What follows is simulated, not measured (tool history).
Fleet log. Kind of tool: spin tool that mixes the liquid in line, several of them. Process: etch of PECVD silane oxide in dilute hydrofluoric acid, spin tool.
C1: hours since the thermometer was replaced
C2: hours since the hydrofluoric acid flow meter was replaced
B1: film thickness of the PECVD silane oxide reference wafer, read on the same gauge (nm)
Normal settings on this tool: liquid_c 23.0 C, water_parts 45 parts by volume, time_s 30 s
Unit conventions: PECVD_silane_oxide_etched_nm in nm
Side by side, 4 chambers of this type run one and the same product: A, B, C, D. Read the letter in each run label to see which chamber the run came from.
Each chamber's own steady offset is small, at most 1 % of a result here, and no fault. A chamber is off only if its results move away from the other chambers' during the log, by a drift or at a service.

{"run": "1A", "hour": 6.8, "liquid_c": 23.0, "water_parts": 45, "time_s": 30, "C1": 261.2, "C2": 1191.0, "B1": 90.011, "PECVD_silane_oxide_etched_nm": 21.28}
{"run": "2C", "hour": 15.6, "liquid_c": 23.0, "water_parts": 45, "time_s": 30, "C1": 2595.7, "C2": 1012.8, "B1": 90.004, "PECVD_silane_oxide_etched_nm": 21.36}
{"run": "3B", "hour": 21.8, "liquid_c": 23.0, "water_parts": 45, "time_s": 30, "C1": 669.2, "C2": 623.5, "B1": 90.003, "PECVD_silane_oxide_etched_nm": 21.577}
{"hour": 28.6, "done": "chamber D: hydrofluoric acid flow meter replaced"}
{"run": "4D", "hour": 30.0, "liquid_c": 23.0, "water_parts": 45, "time_s": 30, "C1": 1416.3, "C2": 1.5, "B1": 90.014, "PECVD_silane_oxide_etched_nm": 22.031}
{"run": "5D", "hour": 38.8, "liquid_c": 23.0, "water_parts": 45, "time_s": 30, "C1": 1425.1, "C2": 10.3, "B1": 89.992, "PECVD_silane_oxide_etched_nm": 21.775}
{"run": "6B", "hour": 47.4, "liquid_c": 23.0, "water_parts": 45, "time_s": 30, "C1": 694.8, "C2": 649.1, "B1": 90.009, "PECVD_silane_oxide_etched_nm": 21.354}
{"run": "7A", "hour": 57.4, "liquid_c": 27.5, "water_parts": 45, "time_s": 15, "C1": 311.8, "C2": 1241.6, "B1": 89.994, "PECVD_silane_oxide_etched_nm": 12.853}
{"run": "8C", "hour": 67.7, "liquid_c": 27.5, "water_parts": 45, "time_s": 15, "C1": 2647.8, "C2": 1064.9, "B1": 90.009, "PECVD_silane_oxide_etched_nm": 12.891}
{"run": "9A", "hour": 72.6, "liquid_c": 27.5, "water_parts": 45, "time_s": 15, "C1": 327.0, "C2": 1256.8, "B1": 89.998, "PECVD_silane_oxide_etched_nm": 12.925}
{"run": "10D", "hour": 81.7, "liquid_c": 27.5, "water_parts": 45, "time_s": 15, "C1": 1468.0, "C2": 53.2, "B1": 89.98, "PECVD_silane_oxide_etched_nm": 12.925}
{"run": "11B", "hour": 88.8, "liquid_c": 23.0, "water_parts": 45, "time_s": 30, "C1": 736.2, "C2": 690.5, "B1": 90.002, "PECVD_silane_oxide_etched_nm": 21.476}
{"run": "12C", "hour": 94.6, "liquid_c": 28.0, "water_parts": 40, "time_s": 30, "C1": 2674.7, "C2": 1091.8, "B1": 90.007, "PECVD_silane_oxide_etched_nm": 29.541}
{"run": "13D", "hour": 104.0, "liquid_c": 28.0, "water_parts": 40, "time_s": 30, "C1": 1490.3, "C2": 75.5, "B1": 89.998, "PECVD_silane_oxide_etched_nm": 29.766}
{"run": "14B", "hour": 114.9, "liquid_c": 28.0, "water_parts": 40, "time_s": 30, "C1": 762.3, "C2": 716.6, "B1": 89.985, "PECVD_silane_oxide_etched_nm": 30.081}
{"run": "15C", "hour": 122.4, "liquid_c": 28.0, "water_parts": 40, "time_s": 30, "C1": 2702.5, "C2": 1119.6, "B1": 90.002, "PECVD_silane_oxide_etched_nm": 30.166}
{"hour": 124.6, "done": "chamber C: hydrofluoric acid flow meter replaced"}
{"run": "16A", "hour": 131.3, "liquid_c": 23.0, "water_parts": 45, "time_s": 30, "C1": 385.7, "C2": 1315.5, "B1": 89.992, "PECVD_silane_oxide_etched_nm": 21.464}
{"run": "17B", "hour": 136.7, "liquid_c": 23.0, "water_parts": 45, "time_s": 30, "C1": 784.1, "C2": 738.4, "B1": 90.011, "PECVD_silane_oxide_etched_nm": 21.413}
{"run": "18D", "hour": 146.8, "liquid_c": 23.0, "water_parts": 45, "time_s": 30, "C1": 1533.1, "C2": 118.3, "B1": 90.005, "PECVD_silane_oxide_etched_nm": 21.931}
{"run": "19A", "hour": 155.2, "liquid_c": 23.0, "water_parts": 45, "time_s": 30, "C1": 409.6, "C2": 1339.4, "B1": 90.001, "PECVD_silane_oxide_etched_nm": 21.483}
{"run": "20C", "hour": 160.2, "liquid_c": 23.0, "water_parts": 45, "time_s": 30, "C1": 2740.3, "C2": 35.7, "B1": 89.999, "PECVD_silane_oxide_etched_nm": 21.051}
{"run": "21D", "hour": 171.0, "liquid_c": 23.0, "water_parts": 45, "time_s": 30, "C1": 1557.3, "C2": 142.5, "B1": 90.0, "PECVD_silane_oxide_etched_nm": 21.521}
{"run": "22B", "hour": 178.6, "liquid_c": 23.0, "water_parts": 45, "time_s": 30, "C1": 826.0, "C2": 780.3, "B1": 90.012, "PECVD_silane_oxide_etched_nm": 21.602}
{"run": "23A", "hour": 187.1, "liquid_c": 23.0, "water_parts": 45, "time_s": 30, "C1": 441.5, "C2": 1371.3, "B1": 89.99, "PECVD_silane_oxide_etched_nm": 21.45}
{"run": "24C", "hour": 193.9, "liquid_c": 23.0, "water_parts": 45, "time_s": 30, "C1": 2774.0, "C2": 69.4, "B1": 89.987, "PECVD_silane_oxide_etched_nm": 21.355}
{"run": "25D", "hour": 204.3, "liquid_c": 23.0, "water_parts": 45, "time_s": 30, "C1": 1590.6, "C2": 175.8, "B1": 89.999, "PECVD_silane_oxide_etched_nm": 21.581}
{"hour": 209.9, "done": "chamber C: thermometer replaced"}
{"run": "26B", "hour": 210.4, "liquid_c": 23.0, "water_parts": 45, "time_s": 30, "C1": 857.8, "C2": 812.1, "B1": 89.989, "PECVD_silane_oxide_etched_nm": 21.347}
{"run": "27C", "hour": 215.6, "liquid_c": 20.0, "water_parts": 45, "time_s": 30, "C1": 5.8, "C2": 91.1, "B1": 90.0, "PECVD_silane_oxide_etched_nm": 19.148}
{"run": "28A", "hour": 221.8, "liquid_c": 20.0, "water_parts": 45, "time_s": 30, "C1": 476.2, "C2": 1406.0, "B1": 90.01, "PECVD_silane_oxide_etched_nm": 18.789}
{"run": "29B", "hour": 228.1, "liquid_c": 20.0, "water_parts": 45, "time_s": 30, "C1": 875.5, "C2": 829.8, "B1": 89.998, "PECVD_silane_oxide_etched_nm": 19.035}
{"run": "30A", "hour": 235.3, "liquid_c": 20.0, "water_parts": 45, "time_s": 30, "C1": 489.7, "C2": 1419.5, "B1": 90.004, "PECVD_silane_oxide_etched_nm": 18.742}
{"hour": 242.3, "done": "chamber A: hydrofluoric acid flow meter replaced"}
{"run": "31C", "hour": 245.1, "liquid_c": 23.0, "water_parts": 35, "time_s": 30, "C1": 35.3, "C2": 120.6, "B1": 89.999, "PECVD_silane_oxide_etched_nm": 28.203}
{"run": "32D", "hour": 253.6, "liquid_c": 23.0, "water_parts": 35, "time_s": 30, "C1": 1639.9, "C2": 225.1, "B1": 90.001, "PECVD_silane_oxide_etched_nm": 28.242}
{"run": "33C", "hour": 261.5, "liquid_c": 23.0, "water_parts": 35, "time_s": 30, "C1": 51.7, "C2": 137.0, "B1": 89.988, "PECVD_silane_oxide_etched_nm": 27.996}
{"run": "34B", "hour": 268.4, "liquid_c": 23.0, "water_parts": 35, "time_s": 30, "C1": 915.8, "C2": 870.1, "B1": 90.009, "PECVD_silane_oxide_etched_nm": 27.965}
{"run": "35D", "hour": 278.5, "liquid_c": 23.0, "water_parts": 45, "time_s": 30, "C1": 1664.8, "C2": 250.0, "B1": 90.008, "PECVD_silane_oxide_etched_nm": 21.443}
{"run": "36A", "hour": 285.8, "liquid_c": 23.0, "water_parts": 45, "time_s": 30, "C1": 540.2, "C2": 43.6, "B1": 89.997, "PECVD_silane_oxide_etched_nm": 21.768}
{"run": "37A", "hour": 296.3, "liquid_c": 23.0, "water_parts": 45, "time_s": 30, "C1": 550.7, "C2": 54.1, "B1": 89.997, "PECVD_silane_oxide_etched_nm": 21.668}
{"run": "38D", "hour": 304.0, "liquid_c": 23.0, "water_parts": 45, "time_s": 30, "C1": 1690.3, "C2": 275.5, "B1": 90.0, "PECVD_silane_oxide_etched_nm": 21.467}
{"run": "39B", "hour": 311.6, "liquid_c": 23.0, "water_parts": 45, "time_s": 30, "C1": 959.0, "C2": 913.3, "B1": 89.99, "PECVD_silane_oxide_etched_nm": 21.57}
{"run": "40C", "hour": 316.3, "liquid_c": 23.0, "water_parts": 45, "time_s": 30, "C1": 106.5, "C2": 191.8, "B1": 90.004, "PECVD_silane_oxide_etched_nm": 21.652}
{"run": "41A", "hour": 326.5, "liquid_c": 23.0, "water_parts": 45, "time_s": 30, "C1": 580.9, "C2": 84.3, "B1": 90.008, "PECVD_silane_oxide_etched_nm": 21.792}
{"run": "42C", "hour": 335.9, "liquid_c": 23.0, "water_parts": 45, "time_s": 30, "C1": 126.1, "C2": 211.4, "B1": 90.007, "PECVD_silane_oxide_etched_nm": 21.724}
{"run": "43D", "hour": 346.5, "liquid_c": 23.0, "water_parts": 45, "time_s": 30, "C1": 1732.8, "C2": 318.0, "B1": 89.988, "PECVD_silane_oxide_etched_nm": 21.804}

Next, all 4 chambers run the settings below, one line each with question marks for the results. What does each chamber give?
{"run": "44A", "hour": 354.4, "liquid_c": 23.0, "water_parts": 45, "time_s": 30, "PECVD_silane_oxide_etched_nm": "?"}
{"run": "44B", "hour": 354.4, "liquid_c": 23.0, "water_parts": 45, "time_s": 30, "PECVD_silane_oxide_etched_nm": "?"}
{"run": "44C", "hour": 354.4, "liquid_c": 23.0, "water_parts": 45, "time_s": 30, "PECVD_silane_oxide_etched_nm": "?"}
{"run": "44D", "hour": 354.4, "liquid_c": 23.0, "water_parts": 45, "time_s": 30, "PECVD_silane_oxide_etched_nm": "?"}

run=44A PECVD_silane_oxide_etched_nm=21.631
run=44B PECVD_silane_oxide_etched_nm=21.107
run=44C PECVD_silane_oxide_etched_nm=21.421
run=44D PECVD_silane_oxide_etched_nm=21.833

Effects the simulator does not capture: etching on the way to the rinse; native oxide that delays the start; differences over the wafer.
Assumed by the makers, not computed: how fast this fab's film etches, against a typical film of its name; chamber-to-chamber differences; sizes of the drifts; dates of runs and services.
